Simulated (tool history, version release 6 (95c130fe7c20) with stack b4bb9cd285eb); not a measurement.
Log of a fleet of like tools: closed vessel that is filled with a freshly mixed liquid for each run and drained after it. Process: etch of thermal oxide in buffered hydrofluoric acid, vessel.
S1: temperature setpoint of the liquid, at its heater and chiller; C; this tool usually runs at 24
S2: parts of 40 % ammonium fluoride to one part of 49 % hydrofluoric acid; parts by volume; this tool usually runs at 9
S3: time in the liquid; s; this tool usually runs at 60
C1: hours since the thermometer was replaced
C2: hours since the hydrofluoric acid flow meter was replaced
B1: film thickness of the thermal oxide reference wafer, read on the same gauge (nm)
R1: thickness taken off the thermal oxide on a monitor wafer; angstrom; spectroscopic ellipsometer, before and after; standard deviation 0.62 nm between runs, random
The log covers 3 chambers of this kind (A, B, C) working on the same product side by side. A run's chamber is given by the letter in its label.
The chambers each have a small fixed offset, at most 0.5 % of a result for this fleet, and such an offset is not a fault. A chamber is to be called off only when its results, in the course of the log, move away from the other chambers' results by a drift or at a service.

run,day,S1,S2,S3,C1,C2,B1,R1
1B,0.171,24,9,60,389.8,452.3,30.011,777.72
2A,0.308,24,9,60,2095.4,321.6,29.963,792.89
3C,0.433,24,9,60,792,930.6,30.009,775.94
4A,0.617,24,9,60,2102.8,329,30.038,784.15
5C,0.808,24,9,60,801,939.6,30.073,779.75
6B,0.917,24,9,60,407.7,470.2,30.028,785.85
7A,1.058,24,9,60,2113.4,339.6,29.989,778.19
8C,1.179,26.5,9,30,809.9,948.5,30.002,453.8
9B,1.338,26.5,9,30,417.8,480.3,30.038,447.38
10A,1.475,26.5,9,30,2123.4,349.6,30.032,453.34
11B,1.65,24,9,60,425.3,487.8,29.981,777.57
12C,1.796,24,9,60,824.7,963.3,30.057,789.38
13C,1.917,24,9,60,827.6,966.2,29.998,774.46
14B,2.075,24,9,60,435.5,498,29.963,788.22
15A,2.275,24,9,60,2142.6,368.8,30.002,791.63
16B,2.412,24,9,60,443.6,506.1,29.966,764.09
17C,2.638,24,9,60,844.9,983.5,29.993,796.01
18A,2.796,24,9,40,2155.1,381.3,30.035,527.15
19B,2.938,24,9,40,456.2,518.7,29.962,513.48
20C,3.146,24,9,40,857.1,995.7,29.988,527.42
21A,3.35,24,9,60,2168.4,394.6,30.032,798.28
22A,3.562,24,9,60,2173.5,399.7,30.016,798.67
23C,3.675,24,9,60,869.8,1008.4,29.951,785.72
24B,3.804,24,9,60,477,539.5,30.026,755.1
25B,4.033,24,9,60,482.5,545,30.044,755.91
26A,4.212,24,9,60,2189.1,415.3,30.041,793.45
27C,4.35,24,9,60,886,1024.6,29.987,788.47
28A,4.525,24,9,60,2196.6,422.8,29.994,783.5
29B,4.662,24,9,60,497.6,560.1,30.001,762.35
30C,4.796,24,9,60,896.7,1035.3,30.021,781.94
31C,4.983,24,9,60,901.2,1039.8,29.954,790.89
32A,5.108,24,9,60,2210.6,436.8,29.984,794.07
33B,5.275,24,9,60,512.3,574.8,30.022,736.42
34A,5.504,27,11,60,2220.1,446.3,30.01,795.53
35B,5.696,27,11,60,522.4,584.9,29.994,715.07
36C,5.858,27,11,60,922.2,1060.8,29.98,799.74
37B,6.029,24,9,60,530.4,592.9,29.98,732.19

Does one chamber stand apart from the rest, does the shared gauge drift, or is all well apart from small per-chamber offsets? Give the chamber and the most likely cause, where there is one.

Chamber B drifts away from the others.
Most likely cause: hydrofluoric acid flow below the setpoint (%) = 11.5.
The log may not separate it from: liquid colder than its thermometer reads (K).

Chamber B could run next with any of the 4 candidate recipes listed below; each alters the usual settings, and their results appear as question marks. Which one brings its results back in line with what the other chambers deliver on the usual settings?
In line means no further than this from the other chambers' mean on the usual settings: R1 22 angstrom
38B-1,6.204,24,9,65,,,,?
38B-2,6.204,24,10.5,60,,,,?
38B-3,6.204,22.5,9,60,,,,?
38B-4,6.204,24.5,8.5,65,,,,?

Other chambers, usual settings, mean: R1 787.99 angstrom
run,R1
38B-1,786.74
38B-2,625.56
38B-3,668.92
38B-4,842.69
With 38B-1, the chamber falls back in line with the rest.

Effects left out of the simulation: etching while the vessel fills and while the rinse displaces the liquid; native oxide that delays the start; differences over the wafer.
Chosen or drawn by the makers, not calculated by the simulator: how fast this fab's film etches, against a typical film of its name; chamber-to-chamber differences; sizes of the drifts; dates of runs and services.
